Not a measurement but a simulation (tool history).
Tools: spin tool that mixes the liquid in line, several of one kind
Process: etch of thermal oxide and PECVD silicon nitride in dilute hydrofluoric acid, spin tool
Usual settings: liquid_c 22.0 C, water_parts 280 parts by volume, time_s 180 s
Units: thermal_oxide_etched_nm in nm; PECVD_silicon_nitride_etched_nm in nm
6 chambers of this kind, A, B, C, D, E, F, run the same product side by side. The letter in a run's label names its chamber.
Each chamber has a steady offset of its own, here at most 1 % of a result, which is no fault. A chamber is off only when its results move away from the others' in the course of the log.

run   hour  liquid_c  water_parts  time_s  read-back film thickness of the thermal oxide reference wafer, read on the same gauge (nm)  read-back film thickness of the PECVD silicon nitride reference wafer, read on the same gauge (nm)  thermal_oxide_etched_nm  PECVD_silicon_nitride_etched_nm
 1F    9.5      22.0          280     180                                                                                      109.96                                                                                              149.99                   2.3036                           2.8085
 2D   15.1      22.0          280     180                                                                                      110.01                                                                                              150.00                   2.3658                           2.9101
 3A   20.9      22.0          280     180                                                                                      110.05                                                                                              150.01                   2.2854                           2.8734
 4E   32.8      22.0          280     180                                                                                      109.97                                                                                              149.99                   2.3786                           2.8875
 5C   39.4      22.0          280     180                                                                                      110.02                                                                                              150.01                   2.3584                           2.8911
 6B   49.9      22.0          280     180                                                                                      109.97                                                                                              150.01                   2.3646                           2.9449
 7F   57.2      22.0          280     180                                                                                      109.95                                                                                              149.99                   2.3218                           2.8062
 8C   63.1      22.0          280     180                                                                                      110.02                                                                                              150.01                   2.3987                           2.8935
 9A   72.0      22.0          280     180                                                                                      110.00                                                                                              149.99                   2.3597                           2.8446
10D   82.2      22.0          280     180                                                                                      109.99                                                                                              150.01                   2.3230                           2.9145
11E   90.2      22.0          280     180                                                                                      110.05                                                                                              150.00                   2.3226                           2.8569
12B  100.5      22.0          280     180                                                                                      110.02                                                                                              150.00                   2.3522                           2.9027
13F  110.6      22.0          280     180                                                                                      110.04                                                                                              150.01                   2.2872                           2.7704
14B  120.4      22.0          280     180                                                                                      110.03                                                                                              150.01                   2.3586                           2.9424
15A  125.8      22.0          280     180                                                                                      109.97                                                                                              149.98                   2.3084                           2.8095
16D  133.4      22.0          280     180                                                                                      110.00                                                                                              150.00                   2.3411                           2.9045
17E  145.6      20.0          280     180                                                                                      109.97                                                                                              150.00                   2.1304                           2.5692
18C  152.1      20.0          280     180                                                                                      110.02                                                                                              149.99                   2.2180                           2.5587
19D  157.4      20.0          280     180                                                                                      110.00                                                                                              150.00                   2.2133                           2.5708
     168.3  -- chamber F: thermometer replaced
20A  168.6      20.0          280     180                                                                                      110.00                                                                                              149.99                   2.0812                           2.4447
21B  175.9      20.0          280     180                                                                                      110.06                                                                                              149.99                   2.1648                           2.5751
22E  181.8      20.0          280     180                                                                                      110.03                                                                                              150.00                   2.1912                           2.4983
23F  188.8      22.0          280     180                                                                                      110.03                                                                                              150.01                   2.3606                           2.8042
24C  197.1      22.0          280     225                                                                                      110.03                                                                                              149.99                   2.9426                           3.5714
     198.2  -- chamber A: hydrofluoric acid flow meter replaced
25F  208.9      22.0          280     225                                                                                      110.00                                                                                              150.01                   2.9335                           3.5273
26D  216.1      22.0          280     225                                                                                      110.00                                                                                              149.99                   2.9525                           3.6575
27C  224.6      22.0          280     225                                                                                      110.00                                                                                              150.01                   2.9181                           3.6209
28E  230.1      22.0          280     225                                                                                      110.02                                                                                              149.99                   2.9117                           3.6463
29A  239.5      22.0          280     225                                                                                      109.99                                                                                              150.00                   2.7519                           3.3159
30B  245.5      22.0          280     180                                                                                      110.02                                                                                              150.01                   2.3807                           2.9324
31A  252.4      22.0          280     180                                                                                      110.03                                                                                              150.00                   2.1708                           2.6340
32E  263.4      22.0          280     180                                                                                      109.95                                                                                              149.99                   2.3243                           2.9063
33B  271.2      22.0          280     180                                                                                      110.07                                                                                              149.99                   2.3982                           2.8872
34D  278.2      22.0          280     180                                                                                      109.95                                                                                              150.01                   2.3418                           2.8981
35F  289.2      26.5          280     180                                                                                      110.01                                                                                              149.99                   2.6898                           3.7244
36C  297.5      26.5          280     180                                                                                      109.96                                                                                              150.01                   2.7566                           3.7731
37A  302.8      26.5          280     180                                                                                      109.97                                                                                              150.00                   2.5480                           3.4010
38C  310.9      26.5          280     180                                                                                      110.06                                                                                              150.02                   2.8072                           3.8308
39B  319.7      26.5          280     180                                                                                      110.01                                                                                              150.01                   2.7628                           3.9063

What goes on in this fleet: one chamber off, a drifting gauge, or nothing beyond the chambers' own small offsets? Name the chamber and the cause, if any.

Chamber A drifts away from the others.
Cause: liquid colder than its thermometer reads (K) = 2.11.

Here are 4 candidates for chamber A's next run, each the usual settings with a change, their results left as question marks. Which one brings its results back in line with what the others give on the usual settings?
In line means no further than this from the other chambers' mean on the usual settings: thermal_oxide_etched_nm 0.1100 nm; PECVD_silicon_nitride_etched_nm 0.0790 nm
40A-1  328.4      19.0          250     150                                                                                                                                                                                                                        ?                                ?
40A-2  328.4      20.5          265     165                                                                                                                                                                                                                        ?                                ?
40A-3  328.4      23.5          290     195                                                                                                                                                                                                                        ?                                ?
40A-4  328.4      25.0          310     215                                                                                                                                                                                                                        ?                                ?

The other chambers' mean on the usual settings: thermal_oxide_etched_nm 2.3487 nm; PECVD_silicon_nitride_etched_nm 2.8859 nm
  run  thermal_oxide_etched_nm  PECVD_silicon_nitride_etched_nm
40A-1                   1.8333                           1.9029
40A-2                   1.9927                           2.1903
40A-3                   2.3583                           2.8861
40A-4                   2.5238                           3.2813
40A-3 brings the chamber back in line.

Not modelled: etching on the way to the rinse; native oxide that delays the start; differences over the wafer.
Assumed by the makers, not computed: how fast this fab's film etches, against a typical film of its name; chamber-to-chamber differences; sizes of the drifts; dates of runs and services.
